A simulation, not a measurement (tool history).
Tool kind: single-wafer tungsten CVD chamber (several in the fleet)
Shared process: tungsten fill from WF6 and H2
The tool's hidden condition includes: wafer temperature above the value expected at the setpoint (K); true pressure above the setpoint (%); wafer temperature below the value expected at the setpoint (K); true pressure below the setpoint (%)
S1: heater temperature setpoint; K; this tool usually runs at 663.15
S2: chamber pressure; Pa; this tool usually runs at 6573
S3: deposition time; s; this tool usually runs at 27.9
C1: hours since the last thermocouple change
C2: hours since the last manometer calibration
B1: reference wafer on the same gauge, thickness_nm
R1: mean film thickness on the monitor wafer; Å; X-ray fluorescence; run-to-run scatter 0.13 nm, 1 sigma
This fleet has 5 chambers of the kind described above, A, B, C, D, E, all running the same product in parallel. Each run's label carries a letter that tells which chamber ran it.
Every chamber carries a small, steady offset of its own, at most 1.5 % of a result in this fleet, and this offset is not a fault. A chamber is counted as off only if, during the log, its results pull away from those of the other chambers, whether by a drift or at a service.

{"run": "1B", "hour": 6.0, "S1": 663.15, "S2": 6573, "S3": 27.9, "C1": 805.4, "C2": 458.7, "B1": 79.295, "R1": 848.3}
{"run": "2A", "hour": 13.7, "S1": 663.15, "S2": 6573, "S3": 27.9, "C1": 520.0, "C2": 658.2, "B1": 79.273, "R1": 850.53}
{"run": "3D", "hour": 19.4, "S1": 663.15, "S2": 6573, "S3": 27.9, "C1": 2253.1, "C2": 227.5, "B1": 79.247, "R1": 844.7}
{"run": "4C", "hour": 27.8, "S1": 663.15, "S2": 6573, "S3": 27.9, "C1": 711.6, "C2": 2067.8, "B1": 79.244, "R1": 843.01}
{"run": "5E", "hour": 35.7, "S1": 663.15, "S2": 6573, "S3": 27.9, "C1": 436.7, "C2": 581.6, "B1": 79.249, "R1": 854.92}
{"run": "6B", "hour": 41.9, "S1": 663.15, "S2": 6573, "S3": 32.7, "C1": 841.3, "C2": 494.6, "B1": 79.233, "R1": 993.25}
{"run": "7C", "hour": 46.1, "S1": 663.15, "S2": 6573, "S3": 32.7, "C1": 729.9, "C2": 2086.1, "B1": 79.216, "R1": 991.59}
{"run": "8A", "hour": 52.6, "S1": 663.15, "S2": 6573, "S3": 32.7, "C1": 558.9, "C2": 697.1, "B1": 79.219, "R1": 996.69}
{"run": "9E", "hour": 57.4, "S1": 663.15, "S2": 6573, "S3": 32.7, "C1": 458.4, "C2": 603.3, "B1": 79.213, "R1": 1000.2}
{"run": "10D", "hour": 65.2, "S1": 663.15, "S2": 6573, "S3": 32.7, "C1": 2298.9, "C2": 273.3, "B1": 79.19, "R1": 988.16}
{"run": "11D", "hour": 73.3, "S1": 674.15, "S2": 7773, "S3": 27.9, "C1": 2307.0, "C2": 281.4, "B1": 79.161, "R1": 1116.3}
{"run": "12C", "hour": 81.7, "S1": 674.15, "S2": 7773, "S3": 27.9, "C1": 765.5, "C2": 2121.7, "B1": 79.145, "R1": 1115.0}
{"run": "13A", "hour": 89.7, "S1": 674.15, "S2": 7773, "S3": 27.9, "C1": 596.0, "C2": 734.2, "B1": 79.124, "R1": 1126.8}
{"run": "14E", "hour": 97.4, "S1": 674.15, "S2": 7773, "S3": 27.9, "C1": 498.4, "C2": 643.3, "B1": 79.127, "R1": 1133.6}
{"run": "15B", "hour": 101.6, "S1": 674.15, "S2": 7773, "S3": 27.9, "C1": 901.0, "C2": 554.3, "B1": 79.087, "R1": 1125.0}
{"run": "16B", "hour": 105.7, "S1": 663.15, "S2": 6573, "S3": 27.9, "C1": 905.1, "C2": 558.4, "B1": 79.063, "R1": 847.14}
{"run": "17C", "hour": 111.2, "S1": 663.15, "S2": 6573, "S3": 27.9, "C1": 795.0, "C2": 2151.2, "B1": 79.111, "R1": 841.49}
{"run": "18A", "hour": 115.5, "S1": 663.15, "S2": 6573, "S3": 27.9, "C1": 621.8, "C2": 760.0, "B1": 79.06, "R1": 851.9}
{"run": "19E", "hour": 124.0, "S1": 663.15, "S2": 6573, "S3": 27.9, "C1": 525.0, "C2": 669.9, "B1": 79.044, "R1": 853.52}
{"run": "20D", "hour": 130.3, "S1": 663.15, "S2": 5493, "S3": 27.9, "C1": 2364.0, "C2": 338.4, "B1": 79.027, "R1": 776.76}
{"run": "21C", "hour": 138.1, "S1": 663.15, "S2": 5493, "S3": 27.9, "C1": 821.9, "C2": 2178.1, "B1": 79.023, "R1": 773.79}
{"run": "22A", "hour": 145.7, "S1": 663.15, "S2": 5493, "S3": 27.9, "C1": 652.0, "C2": 790.2, "B1": 79.012, "R1": 785.18}
{"run": "23E", "hour": 152.2, "S1": 663.15, "S2": 5493, "S3": 27.9, "C1": 553.2, "C2": 698.1, "B1": 78.996, "R1": 784.95}
{"run": "24B", "hour": 158.0, "S1": 663.15, "S2": 5493, "S3": 27.9, "C1": 957.4, "C2": 610.7, "B1": 79.001, "R1": 780.34}
{"run": "25D", "hour": 162.8, "S1": 663.15, "S2": 6573, "S3": 27.9, "C1": 2396.5, "C2": 370.9, "B1": 79.024, "R1": 843.42}
{"run": "26D", "hour": 168.4, "S1": 663.15, "S2": 6573, "S3": 27.9, "C1": 2402.1, "C2": 376.5, "B1": 78.991, "R1": 841.49}
{"run": "27A", "hour": 174.6, "S1": 663.15, "S2": 6573, "S3": 27.9, "C1": 680.9, "C2": 819.1, "B1": 78.959, "R1": 848.63}
{"run": "28B", "hour": 183.0, "S1": 663.15, "S2": 6573, "S3": 27.9, "C1": 982.4, "C2": 635.7, "B1": 78.927, "R1": 847.68}
{"run": "29E", "hour": 189.5, "S1": 657.15, "S2": 6573, "S3": 24.2, "C1": 590.5, "C2": 735.4, "B1": 78.903, "R1": 655.45}
{"run": "30C", "hour": 194.8, "S1": 657.15, "S2": 6573, "S3": 24.2, "C1": 878.6, "C2": 2234.8, "B1": 78.907, "R1": 647.43}
{"run": "31A", "hour": 201.7, "S1": 657.15, "S2": 6573, "S3": 24.2, "C1": 708.0, "C2": 846.2, "B1": 78.909, "R1": 654.94}
{"run": "32D", "hour": 209.7, "S1": 657.15, "S2": 6573, "S3": 24.2, "C1": 2443.4, "C2": 417.8, "B1": 78.912, "R1": 646.5}
{"run": "33B", "hour": 218.2, "S1": 657.15, "S2": 6573, "S3": 24.2, "C1": 1017.6, "C2": 670.9, "B1": 78.882, "R1": 650.82}
{"run": "34E", "hour": 225.8, "S1": 663.15, "S2": 6573, "S3": 27.9, "C1": 626.8, "C2": 771.7, "B1": 78.887, "R1": 850.68}
{"run": "35C", "hour": 231.7, "S1": 663.15, "S2": 6573, "S3": 27.9, "C1": 915.5, "C2": 2271.7, "B1": 78.84, "R1": 840.18}
{"run": "36D", "hour": 237.9, "S1": 663.15, "S2": 6573, "S3": 27.9, "C1": 2471.6, "C2": 446.0, "B1": 78.847, "R1": 840.72}
{"run": "37B", "hour": 242.0, "S1": 663.15, "S2": 6573, "S3": 27.9, "C1": 1041.4, "C2": 694.7, "B1": 78.818, "R1": 841.34}
{"run": "38A", "hour": 247.9, "S1": 663.15, "S2": 6573, "S3": 27.9, "C1": 754.2, "C2": 892.4, "B1": 78.805, "R1": 847.74}

One chamber off, gauge drift, or nothing amiss beyond the chambers' own small offsets? If it is a chamber, which one, and what is the likeliest cause?

Every chamber seems to shift together because the gauge that measures them all drifts; the chambers themselves are fine.
Cause: gauge reads low (%) = 0.615.
